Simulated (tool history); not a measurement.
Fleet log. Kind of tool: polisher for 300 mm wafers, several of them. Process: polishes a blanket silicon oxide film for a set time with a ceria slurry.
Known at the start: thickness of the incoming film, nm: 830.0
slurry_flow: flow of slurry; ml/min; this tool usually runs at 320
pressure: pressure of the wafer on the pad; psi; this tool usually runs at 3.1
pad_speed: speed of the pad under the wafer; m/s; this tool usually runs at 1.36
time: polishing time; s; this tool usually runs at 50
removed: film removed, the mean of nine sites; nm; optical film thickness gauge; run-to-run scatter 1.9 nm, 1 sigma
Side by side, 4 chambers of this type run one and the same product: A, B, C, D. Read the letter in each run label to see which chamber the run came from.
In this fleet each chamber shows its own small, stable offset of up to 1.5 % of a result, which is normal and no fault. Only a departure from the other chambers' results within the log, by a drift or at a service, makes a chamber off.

run	day	slurry_flow	pressure	pad_speed	time	removed
1B	0.362	320	3.1	1.36	50	263.25
2C	0.550	320	3.1	1.36	50	264.13
3D	0.862	320	3.1	1.36	50	257.59
4A	1.242	320	3.1	1.36	50	257.82
5B	1.454	320	3.1	1.36	50	262.33
6A	1.804	320	3.1	1.36	50	260.17
# day 2.025: chamber A: head pressure recalibrated
7D	2.167	320	3.1	1.36	50	259.38
# day 2.342: chamber C: worn pad replaced by a new one
8C	2.475	320	3.1	1.36	50	264.37
9D	2.717	320	3.1	1.36	50	259.53
# day 2.825: chamber D: slurry nozzle cleaned
10B	3.092	320	3.1	1.36	50	260.28
# day 3.179: chamber A: worn pad replaced by a new one
11C	3.279	320	3.1	1.36	50	266.44
12A	3.492	320	3.1	1.36	50	260.24
13A	3.838	235	3.1	1.36	35	177.31
14C	4.046	235	3.1	1.36	35	179.67
15B	4.425	235	3.1	1.36	35	173.75
# day 4.512: chamber D: worn pad replaced by a new one
16D	4.671	235	3.1	1.36	35	178.62
17D	4.938	320	3.1	1.36	50	257.69
18C	5.300	275	2.2	1.36	50	184.32
19A	5.538	275	2.2	1.36	50	184.08
20B	5.783	275	2.2	1.36	50	179.85
21C	6.146	275	2.2	1.36	50	183.94
22D	6.538	320	2.1	1.36	50	173.28
23A	6.762	320	2.1	1.36	50	176.04
24B	7.100	320	2.1	1.36	50	174.76
# day 7.138: chamber A: worn pad replaced by a new one
# day 7.167: chamber C: worn pad replaced by a new one
25B	7.483	320	2.1	1.36	50	170.50
26D	7.858	320	3.1	1.36	50	257.28
# day 7.888: chamber A: slurry nozzle cleaned
27A	8.050	320	3.1	1.36	50	259.05
28C	8.446	320	3.1	0.98	50	188.84
# day 8.675: chamber D: worn pad replaced by a new one
29D	8.812	320	3.1	0.98	50	184.25
30B	9.179	320	3.1	0.98	50	183.33
31C	9.458	320	3.1	0.98	50	192.13
32A	9.717	320	3.1	1.36	50	260.17

Next, all 4 chambers run the settings below, one line each with question marks for the results. What does each chamber give?
33A	10.012	320	3.1	1.36	50	?
33B	10.012	320	3.1	1.36	50	?
33C	10.012	320	3.1	1.36	50	?
33D	10.012	320	3.1	1.36	50	?

run	removed
33A	262.06
33B	251.41
33C	259.80
33D	260.40

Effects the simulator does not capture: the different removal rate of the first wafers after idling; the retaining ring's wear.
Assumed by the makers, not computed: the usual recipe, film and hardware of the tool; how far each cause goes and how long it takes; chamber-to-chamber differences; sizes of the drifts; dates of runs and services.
